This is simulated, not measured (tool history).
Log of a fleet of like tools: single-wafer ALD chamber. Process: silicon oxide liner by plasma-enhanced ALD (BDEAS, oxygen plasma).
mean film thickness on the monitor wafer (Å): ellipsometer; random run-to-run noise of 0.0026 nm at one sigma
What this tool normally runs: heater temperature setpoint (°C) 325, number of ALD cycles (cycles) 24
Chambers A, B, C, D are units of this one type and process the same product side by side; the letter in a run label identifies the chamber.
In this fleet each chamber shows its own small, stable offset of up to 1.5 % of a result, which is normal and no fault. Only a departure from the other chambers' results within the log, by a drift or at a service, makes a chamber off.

run	hour	heater temperature setpoint (°C)	number of ALD cycles (cycles)	read-back reference wafer on the same gauge, thickness_nm	mean film thickness on the monitor wafer (Å)
1B	4.6	325	24	2.0902	21.370
2A	11.4	325	24	2.0907	21.574
3D	18.3	325	24	2.0911	21.706
4C	23.5	325	24	2.0916	21.518
5B	27.6	325	24	2.0916	21.314
6D	32.5	325	24	2.0915	21.707
7C	39.4	325	24	2.0924	21.499
8A	47.3	331	22	2.0936	19.628
9C	51.4	331	22	2.0929	19.574
10B	55.6	331	22	2.0925	19.378
11A	60.8	331	22	2.0939	19.613
12D	68.5	325	24	2.0946	21.719
13D	74.2	325	20	2.0948	18.104
14B	80.3	325	20	2.0948	17.814
15A	85.5	325	20	2.0956	18.025
16C	89.6	325	20	2.0958	17.948
17B	94.8	325	24	2.0955	21.391
18D	99.2	325	24	2.0961	21.759
19A	104.7	325	24	2.0961	21.603
20C	112.2	325	24	2.0972	21.595
21A	117.2	325	24	2.0973	21.635
22B	122.3	325	24	2.0973	21.424
23D	129.6	325	24	2.0975	21.764
24C	134.0	325	24	2.0982	21.589
25A	138.5	311	20	2.0983	18.400
26D	143.8	311	20	2.0986	18.508
27B	147.9	311	20	2.0992	18.208
28C	152.3	311	20	2.0993	18.418
29C	158.1	325	24	2.0999	21.629
30B	163.4	325	24	2.0999	21.434

Predict what each chamber gives when all 4 of them run the settings below next.
31A	169.4	313	24		?
31B	169.4	313	24		?
31C	169.4	313	24		?
31D	169.4	313	24		?

run	mean film thickness on the monitor wafer (Å)
31A	22.087
31B	21.802
31C	22.009
31D	22.187

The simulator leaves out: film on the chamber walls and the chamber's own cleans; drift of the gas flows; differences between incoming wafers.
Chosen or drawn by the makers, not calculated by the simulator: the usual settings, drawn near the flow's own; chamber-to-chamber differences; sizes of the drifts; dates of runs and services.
